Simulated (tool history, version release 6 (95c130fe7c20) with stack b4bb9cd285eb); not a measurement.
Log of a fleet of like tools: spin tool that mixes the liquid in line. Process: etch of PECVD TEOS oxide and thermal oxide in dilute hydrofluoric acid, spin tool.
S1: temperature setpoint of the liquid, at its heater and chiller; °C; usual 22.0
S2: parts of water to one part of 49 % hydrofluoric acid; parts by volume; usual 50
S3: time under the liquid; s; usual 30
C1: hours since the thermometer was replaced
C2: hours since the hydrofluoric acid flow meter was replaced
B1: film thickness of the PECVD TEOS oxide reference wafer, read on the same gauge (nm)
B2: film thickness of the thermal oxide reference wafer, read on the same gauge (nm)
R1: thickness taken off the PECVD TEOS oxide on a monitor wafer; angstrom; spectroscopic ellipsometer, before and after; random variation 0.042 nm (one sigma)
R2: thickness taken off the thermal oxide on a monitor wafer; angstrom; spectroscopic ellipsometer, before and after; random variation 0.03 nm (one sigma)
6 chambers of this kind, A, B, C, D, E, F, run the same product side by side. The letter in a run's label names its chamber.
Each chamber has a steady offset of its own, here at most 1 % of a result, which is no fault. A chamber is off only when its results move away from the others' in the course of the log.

run,day,S1,S2,S3,C1,C2,B1,B2,R1,R2
# day 0.021: chamber B: hydrofluoric acid flow meter replaced
1A,0.658,22.0,50,30,639.3,174.5,110.00,60.011,101.800,28.550
2E,1.167,22.0,50,30,821.7,926.9,110.00,59.972,100.270,28.528
# day 1.221: chamber A: thermometer replaced
3C,1.521,22.0,50,30,854.8,469.4,109.99,60.034,100.010,27.896
4D,1.896,22.0,50,30,636.6,1559.1,110.01,60.008,100.550,28.782
5F,2.254,22.0,50,30,362.8,651.2,109.99,59.990,99.915,28.526
6B,2.546,22.0,50,30,1495.0,60.6,110.01,60.025,100.200,27.878
7F,3.075,22.0,50,30,382.5,670.9,109.97,60.007,100.550,29.083
8A,3.646,22.0,50,30,58.3,246.2,110.01,59.995,101.070,27.867
9B,4.133,22.0,50,30,1533.1,98.7,110.03,60.005,100.870,28.525
10E,4.546,22.0,50,30,902.8,1008.0,110.01,59.964,100.510,28.420
11C,5.075,22.0,50,30,940.1,554.7,110.01,60.011,100.380,28.604
12D,5.692,22.0,50,30,727.7,1650.2,110.01,59.994,101.480,28.892
13F,6.325,22.0,50,30,460.5,748.9,109.98,60.013,101.090,28.559
14C,6.796,22.0,50,30,981.4,596.0,110.00,59.993,100.870,28.466
15E,7.246,22.0,50,30,967.6,1072.8,109.99,59.995,100.640,28.425
16A,7.575,22.0,50,30,152.6,340.5,110.01,59.986,100.500,28.244
17B,8.121,22.0,50,30,1628.8,194.4,110.00,59.967,101.450,28.422
18D,8.725,22.0,50,30,800.5,1723.0,110.00,60.008,101.300,28.616
# day 9.329: chamber B: thermometer replaced
19F,9.362,22.0,50,30,533.4,821.8,110.01,59.988,99.705,28.605
20C,9.908,22.0,50,30,1056.1,670.7,109.97,60.003,100.730,28.634
21D,10.550,22.0,50,30,844.3,1766.8,110.01,60.042,100.820,28.669
22B,10.917,22.0,50,30,38.1,261.5,110.01,59.997,101.660,28.831
23E,11.212,22.0,50,30,1062.8,1168.0,109.99,60.007,100.860,28.525
24A,11.571,22.0,50,30,248.5,436.4,110.03,59.974,101.340,28.223
25D,12.108,22.0,50,30,881.7,1804.2,110.02,60.000,101.210,28.632
26C,12.483,22.0,50,30,1117.9,732.5,110.01,60.030,100.180,28.781
27E,13.104,22.0,50,30,1108.2,1213.4,109.99,59.993,100.130,28.302
28B,13.775,22.0,50,30,106.7,330.1,110.00,59.980,101.110,28.961
29F,14.179,22.0,50,30,649.0,937.4,110.00,60.001,99.955,28.481
30A,14.567,18.5,75,30,320.4,508.3,109.99,59.993,56.533,15.978
31C,15.075,18.5,75,30,1180.1,794.7,110.02,59.995,56.435,15.744
32F,15.633,18.5,75,30,683.9,972.3,109.98,59.977,55.969,15.898
33D,16.154,18.5,75,30,978.8,1901.3,110.02,59.989,56.260,15.992
34A,16.783,18.5,75,30,373.6,561.5,110.02,60.039,57.269,15.839
# day 17.021: chamber E: hydrofluoric acid flow meter replaced
35E,17.246,18.5,75,30,1207.6,5.5,109.99,60.001,55.753,15.693
36B,17.738,22.0,50,30,201.8,425.2,110.02,60.010,101.080,29.161
37A,18.171,22.0,50,30,406.9,594.8,109.99,59.974,102.230,28.596
38B,18.608,22.0,50,30,222.7,446.1,109.98,60.008,100.490,28.042

All 6 chambers run these settings next. Forecast each chamber's results:
39A,19.088,22.0,50,30,,,,,?,?
39B,19.088,22.0,50,30,,,,,?,?
39C,19.088,22.0,50,30,,,,,?,?
39D,19.088,22.0,50,30,,,,,?,?
39E,19.088,22.0,50,30,,,,,?,?
39F,19.088,22.0,50,30,,,,,?,?

run,R1,R2
39A,100.920,28.527
39B,100.980,28.327
39C,99.775,27.986
39D,100.980,28.518
39E,101.270,29.041
39F,100.650,28.204
